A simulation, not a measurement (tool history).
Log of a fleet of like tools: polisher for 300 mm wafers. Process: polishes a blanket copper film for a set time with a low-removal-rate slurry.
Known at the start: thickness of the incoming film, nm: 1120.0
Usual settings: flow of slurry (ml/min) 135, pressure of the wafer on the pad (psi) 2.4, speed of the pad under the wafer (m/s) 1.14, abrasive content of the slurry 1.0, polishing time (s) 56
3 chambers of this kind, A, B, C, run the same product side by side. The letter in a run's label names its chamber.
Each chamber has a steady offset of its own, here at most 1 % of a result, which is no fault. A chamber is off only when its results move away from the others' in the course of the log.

run	day	flow of slurry (ml/min)	pressure of the wafer on the pad (psi)	speed of the pad under the wafer (m/s)	abrasive content of the slurry	polishing time (s)	wafers polished on this pad	hours since the slurry nozzle was cleaned	hours since the head pressure was calibrated	hours since the slurry blender was calibrated	film removed (nm)
1A	0.321	135	2.4	1.14	1.0	56	652	171.4	269.6	133.7	129.99
# day 0.346: chamber B: worn pad replaced by a new one
2C	0.479	135	2.4	1.14	1.0	56	506	553.7	947.9	281.1	129.00
3B	0.808	135	2.4	1.14	1.0	56	159	24.0	341.3	58.2	132.02
# day 1.021: chamber A: head pressure recalibrated
4C	1.071	135	2.4	1.14	1.0	56	708	567.9	962.1	295.3	129.90
5B	1.308	135	2.4	1.14	1.0	56	331	36.0	353.3	70.2	130.49
6A	1.479	135	2.4	1.14	1.0	56	1049	199.2	11.1	161.5	128.79
# day 1.496: chamber A: worn pad replaced by a new one
7A	1.725	135	2.4	1.14	1.0	56	79	205.1	17.0	167.4	129.31
# day 1.796: chamber C: worn pad replaced by a new one
8C	1.904	135	2.4	1.36	1.0	56	37	587.9	982.1	315.3	154.52
9B	2.246	135	2.4	1.36	1.0	56	652	58.5	375.8	92.7	154.51
# day 2.479: chamber C: slurry blender recalibrated
10A	2.554	135	2.4	1.36	1.0	56	363	225.0	36.9	187.3	154.99
# day 2.767: chamber C: head pressure recalibrated
11C	2.875	135	2.4	1.14	1.0	56	369	611.2	2.6	9.6	116.13
12B	3.146	135	2.4	1.14	1.0	56	961	80.1	397.4	114.3	132.07
# day 3.421: chamber B: worn pad replaced by a new one
13C	3.471	135	2.4	1.14	1.0	56	574	625.5	16.9	23.9	116.83
14B	3.675	135	2.4	1.14	1.0	56	87	92.8	410.1	127.0	128.77
15A	3.979	135	2.4	1.14	1.0	56	851	259.2	71.1	221.5	129.50
# day 4.179: chamber A: worn pad replaced by a new one
16A	4.300	135	2.4	1.14	1.0	56	42	266.9	78.8	229.2	128.89
17C	4.558	135	2.4	1.14	1.0	56	947	651.6	43.0	50.0	117.15
18B	4.821	135	2.4	1.52	0.9	56	480	120.3	437.6	154.5	170.06
19B	5.125	135	2.4	1.52	0.9	56	584	127.6	444.9	161.8	168.54
# day 5.196: chamber C: worn pad replaced by a new one
20A	5.450	135	2.4	1.52	0.9	56	437	294.5	106.4	256.8	166.95
# day 5.483: chamber C: slurry nozzle cleaned
21C	5.738	135	2.4	1.42	1.0	56	185	6.1	71.3	78.3	147.60
22A	5.958	135	2.4	1.42	1.0	56	611	306.7	118.6	269.0	161.60
23C	6.129	135	2.4	1.42	1.0	56	320	15.5	80.7	87.7	146.23
24B	6.338	135	2.4	1.14	1.0	56	1000	156.7	474.0	190.9	131.13

Next, every chamber runs the same settings. What will each give?
25A	6.583	135	2.4	1.14	1.0	56					?
25B	6.583	135	2.4	1.14	1.0	56					?
25C	6.583	135	2.4	1.14	1.0	56					?

run	film removed (nm)
25A	128.69
25B	127.73
25C	118.37

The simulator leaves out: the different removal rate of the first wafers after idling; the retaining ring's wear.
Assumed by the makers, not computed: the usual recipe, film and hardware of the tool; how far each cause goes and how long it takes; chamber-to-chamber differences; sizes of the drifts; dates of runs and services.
